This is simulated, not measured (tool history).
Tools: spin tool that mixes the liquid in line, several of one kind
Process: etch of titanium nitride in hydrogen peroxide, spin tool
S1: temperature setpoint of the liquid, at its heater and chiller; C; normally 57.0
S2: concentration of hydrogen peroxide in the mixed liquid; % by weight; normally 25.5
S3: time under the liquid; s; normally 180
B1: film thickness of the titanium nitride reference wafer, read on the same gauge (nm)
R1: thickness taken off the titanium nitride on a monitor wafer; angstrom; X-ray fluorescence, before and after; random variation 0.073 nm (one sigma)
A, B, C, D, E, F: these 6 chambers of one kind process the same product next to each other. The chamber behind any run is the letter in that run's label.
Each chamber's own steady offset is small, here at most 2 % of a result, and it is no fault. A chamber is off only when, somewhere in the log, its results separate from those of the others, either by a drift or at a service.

run,day,S1,S2,S3,B1,R1
1D,0.358,57.0,25.5,180,90.001,77.357
2C,0.712,57.0,25.5,180,90.008,77.916
3E,1.029,57.0,25.5,180,89.996,76.845
4B,1.358,57.0,25.5,180,90.003,77.985
5F,1.633,57.0,25.5,180,90.023,77.424
6A,1.854,57.0,25.5,180,89.998,78.727
7F,2.133,57.0,25.5,180,90.002,77.198
8E,2.317,62.5,29.5,180,90.014,115.790
9A,2.533,62.5,29.5,180,90.018,115.970
10B,2.758,62.5,29.5,180,90.003,118.330
11D,3.096,62.5,29.5,180,90.009,116.760
# day 3.138: chamber E: new drum of peroxide connected
12C,3.442,62.5,29.5,180,89.992,116.180
13A,3.800,62.5,29.5,180,89.990,119.310
14D,4.038,57.0,25.5,180,90.006,78.519
15F,4.400,57.0,25.5,180,90.013,76.624
# day 4.558: chamber E: heated supply line repaired
16E,4.783,57.0,25.5,180,89.998,78.621
17C,4.996,57.0,25.5,180,89.998,77.594
18B,5.250,57.0,25.5,180,90.003,78.327
# day 5.308: chamber A: peroxide flow meter replaced
19C,5.454,57.0,25.5,180,89.990,77.425
20B,5.725,57.0,25.5,180,89.989,78.172
21F,6.129,57.0,25.5,180,89.999,76.203
22A,6.404,57.0,25.5,180,89.995,78.014
23E,6.812,51.5,19.5,180,90.000,51.174
# day 6.842: chamber F: new drum of peroxide connected
24D,7.167,51.5,19.5,180,90.028,50.627
25E,7.396,51.5,19.5,180,89.978,50.746
26C,7.800,51.5,19.5,180,89.993,49.532
27F,8.079,51.5,19.5,180,89.989,49.695
28B,8.438,51.5,19.5,180,89.996,50.330
29D,8.842,57.0,25.5,180,89.985,78.988
# day 8.975: chamber D: new drum of peroxide connected
30A,9.221,52.0,30.0,180,89.990,57.052
31C,9.462,52.0,30.0,180,89.998,56.143
32A,9.804,52.0,30.0,180,89.984,56.601
33F,10.042,52.0,30.0,180,90.009,56.977
34B,10.271,52.0,30.0,180,90.017,57.097
35E,10.542,52.0,30.0,180,89.997,58.780
36D,10.904,57.0,25.5,180,90.015,79.382
37A,11.238,57.0,25.5,75,89.987,32.585
38C,11.446,57.0,25.5,75,90.020,31.531
39D,11.758,57.0,25.5,75,90.003,32.892
40E,12.008,57.0,25.5,75,90.007,34.192
41F,12.300,57.0,25.5,75,89.995,31.648
42B,12.662,57.0,25.5,75,90.009,32.703

One chamber off, gauge drift, or nothing amiss beyond the chambers' own small offsets? If it is a chamber, which one, and what is the likeliest cause?

One chamber, E, drifts off from the rest bit by bit.
Most likely cause: liquid hotter than its thermometer reads (K) = 0.763.

Chamber E could run next with any of the 4 candidate recipes listed below; each alters the usual settings, and their results appear as question marks. Which one brings its results back in line with what the other chambers deliver on the usual settings?
A result is in line if it is within this distance of the other chambers' mean on the usual settings: R1 2.600 angstrom
43E-1,12.954,56.5,25.5,175,,?
43E-2,12.954,58.5,25.5,180,,?
43E-3,12.954,55.5,25.5,180,,?
43E-4,12.954,57.0,25.5,190,,?

The other chambers' mean on the usual settings: R1 77.854 angstrom
run,R1
43E-1,77.602
43E-2,91.385
43E-3,74.527
43E-4,87.151
43E-1 brings the chamber back in line.
